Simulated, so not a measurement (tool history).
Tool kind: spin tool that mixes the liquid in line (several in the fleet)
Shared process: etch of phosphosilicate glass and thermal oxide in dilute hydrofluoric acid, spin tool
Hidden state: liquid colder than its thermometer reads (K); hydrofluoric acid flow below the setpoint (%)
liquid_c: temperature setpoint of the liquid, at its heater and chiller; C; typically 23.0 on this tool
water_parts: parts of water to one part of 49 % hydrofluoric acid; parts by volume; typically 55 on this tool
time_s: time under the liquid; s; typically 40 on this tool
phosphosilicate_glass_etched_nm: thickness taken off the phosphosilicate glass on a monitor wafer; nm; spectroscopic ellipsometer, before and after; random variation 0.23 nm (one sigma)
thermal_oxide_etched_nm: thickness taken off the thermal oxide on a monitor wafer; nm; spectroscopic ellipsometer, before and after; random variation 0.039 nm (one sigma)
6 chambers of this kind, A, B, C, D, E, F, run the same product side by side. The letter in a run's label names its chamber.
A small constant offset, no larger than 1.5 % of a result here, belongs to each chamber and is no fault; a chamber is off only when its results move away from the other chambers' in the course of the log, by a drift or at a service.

run	hour	liquid_c	water_parts	time_s	hours since the thermometer was replaced	hours since the hydrofluoric acid flow meter was replaced	read-back film thickness of the phosphosilicate glass reference wafer, read on the same gauge (nm)	read-back film thickness of the thermal oxide reference wafer, read on the same gauge (nm)	phosphosilicate_glass_etched_nm	thermal_oxide_etched_nm
1B	2.8	23.0	55	40	331.2	234.3	70.002	150.02	57.852	3.2915
2D	7.6	23.0	55	40	434.4	1023.1	69.997	150.02	57.641	3.3511
3A	13.0	23.0	55	40	73.2	15.6	70.015	150.00	56.977	3.4130
4E	16.7	23.0	55	40	1730.5	446.6	69.980	150.01	57.464	3.4590
5C	21.2	23.0	55	40	2138.1	445.2	69.998	149.98	57.271	3.3885
6F	24.9	23.0	55	40	930.1	142.0	70.018	150.00	56.915	3.4015
7C	30.6	23.0	55	40	2147.5	454.6	69.975	150.01	57.005	3.4210
8F	34.8	23.0	55	40	940.0	151.9	70.012	150.02	56.731	3.4205
9B	40.1	23.0	55	20	368.5	271.6	69.999	149.99	28.802	1.6427
10D	44.9	23.0	55	20	471.7	1060.4	70.005	149.98	28.938	1.6742
# hour 48.5: chamber E: hydrofluoric acid flow meter replaced
11E	50.0	23.0	55	20	1763.8	1.6	69.997	149.99	28.816	1.7278
12A	54.6	23.0	55	20	114.8	57.2	69.990	149.98	28.369	1.7209
13B	57.4	23.0	55	20	385.8	288.9	69.989	149.98	28.678	1.7238
14C	61.5	23.0	55	20	2178.4	485.5	70.015	149.97	28.642	1.7142
15F	67.4	23.0	55	40	972.6	184.5	70.008	150.01	56.779	3.3869
# hour 68.1: chamber D: hydrofluoric acid flow meter replaced
16E	72.4	25.5	55	55	1786.2	24.0	70.011	149.99	87.306	5.2745
17A	75.2	25.5	55	55	135.4	77.8	70.015	150.01	86.098	5.1857
18D	77.9	25.5	55	55	504.7	9.9	69.991	150.03	87.655	5.0511
19E	82.6	25.5	55	55	1796.4	34.2	69.986	149.98	87.630	5.3472
20F	88.4	25.5	55	55	993.6	205.5	70.002	150.03	86.018	5.1518
21B	92.2	25.5	55	55	420.6	323.7	69.985	149.98	87.320	5.1776
22C	96.1	23.0	55	40	2213.0	520.1	70.006	149.99	57.321	3.4240
23D	98.9	23.0	55	40	525.7	30.9	70.018	150.00	57.298	3.3995
24A	104.6	21.0	85	40	164.8	107.2	70.003	149.98	32.193	1.9410
25D	108.5	21.0	85	40	535.3	40.5	69.982	150.02	33.237	1.9477
26C	113.6	21.0	85	40	2230.5	537.6	70.013	150.00	32.671	1.9559
27A	116.4	21.0	85	40	176.6	119.0	69.999	150.01	32.162	1.9445
28F	122.0	21.0	85	40	1027.2	239.1	69.997	150.01	32.837	2.0071
29B	125.1	21.0	85	40	453.5	356.6	69.994	150.01	33.220	1.9818
30E	128.6	23.0	55	40	1842.4	80.2	70.017	150.01	56.953	3.4539
31C	132.4	23.0	55	40	2249.3	556.4	69.983	150.02	57.039	3.3367
32F	136.5	23.0	55	40	1041.7	253.6	70.010	150.01	57.098	3.3430
33B	142.5	23.0	55	40	470.9	374.0	70.009	149.98	57.767	3.4533
34E	145.9	23.0	55	40	1859.7	97.5	70.025	150.01	57.560	3.4018
35D	151.3	23.0	55	40	578.1	83.3	69.999	149.98	57.898	3.3886
36A	155.6	23.0	55	40	215.8	158.2	70.012	150.03	56.724	3.4480
37E	159.5	23.0	55	40	1873.3	111.1	70.025	149.98	56.996	3.4085
38D	164.7	23.0	55	40	591.5	96.7	69.988	150.00	57.255	3.4536
39A	168.0	23.0	55	40	228.2	170.6	70.036	150.01	56.722	3.3761
40F	173.0	23.0	55	40	1078.2	290.1	70.025	149.99	56.690	3.4293
41C	176.5	23.0	55	40	2293.4	600.5	70.003	150.00	56.965	3.4029
42B	182.3	23.0	55	40	510.7	413.8	69.983	149.99	58.389	3.3793

All 6 chambers run these settings next. Forecast each chamber's results:
43A	186.6	20.5	55	40					?	?
43B	186.6	20.5	55	40					?	?
43C	186.6	20.5	55	40					?	?
43D	186.6	20.5	55	40					?	?
43E	186.6	20.5	55	40					?	?
43F	186.6	20.5	55	40					?	?

run	phosphosilicate_glass_etched_nm	thermal_oxide_etched_nm
43A	51.376	3.0970
43B	52.453	3.0559
43C	51.119	3.0686
43D	51.509	3.0730
43E	51.880	3.0031
43F	51.010	3.1355
